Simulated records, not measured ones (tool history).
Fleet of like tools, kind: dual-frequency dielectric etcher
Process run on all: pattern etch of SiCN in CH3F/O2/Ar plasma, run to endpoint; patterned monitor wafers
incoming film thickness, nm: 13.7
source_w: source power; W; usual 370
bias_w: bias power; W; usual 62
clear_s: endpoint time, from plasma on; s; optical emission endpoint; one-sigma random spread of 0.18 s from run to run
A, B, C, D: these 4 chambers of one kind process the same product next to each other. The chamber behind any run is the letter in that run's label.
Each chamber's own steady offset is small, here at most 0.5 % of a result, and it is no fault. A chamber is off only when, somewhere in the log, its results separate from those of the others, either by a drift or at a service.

run   hour  source_w  bias_w  clear_s
 1B    2.6       370      62   39.484
 2D    6.6       370      62   39.708
 3A    9.2       370      62   40.088
 4C   12.2       370      62   39.518
 5A   15.9       370      62   40.108
 6B   17.8       400      49    41.52
 7D   21.9       400      49   41.547
 8C   25.7       400      49   41.744
 9A     28       400      49   41.713
10D   30.3       370      75   36.723
11B   33.3       370      75   36.781
12C   37.5       370      75   37.144
13B   40.4       370      75   36.761
14D   42.4       370      62   39.689
15A   45.9       370      62   39.561
16C   49.3       370      62    39.52
      50.6  -- chamber D: wet clean of the chamber
17C     53       370      62    39.86
18A   55.8       370      52   42.117
19B   59.1       370      52   42.014
20D   62.8       370      52   41.549
      63.8  -- chamber B: wet clean of the chamber
21B   66.3       370      52   41.946
22A   68.8       370      62   39.919
23D   71.7       370      62   39.351
24C   73.7       370      62   39.976
25A   76.1       370      62   39.606
26D   78.5       370      62   38.987
27B   82.3       300      77   39.703
28C   85.4       300      77   39.642
29C   87.4       300      77   39.775
30D   89.6       300      77   39.385
31A   92.5       370      62   39.798
32B   94.3       370      62   39.647
33D   97.6       370      62    39.59
34A  100.6       370      62   39.771
35C  103.1       370      62   39.886
36B  105.2       370      62   39.567
37A  108.6       370      62   40.104
38C    111       370      62   40.175
39D  114.4       370      62   39.476
40B    117       370      62   39.735

All 4 chambers run these settings next. Forecast each chamber's results:
41A   120       370      62        ?
41B   120       370      62        ?
41C   120       370      62        ?
41D   120       370      62        ?

run  clear_s
41A   39.726
41B   39.626
41C   40.199
41D    39.28
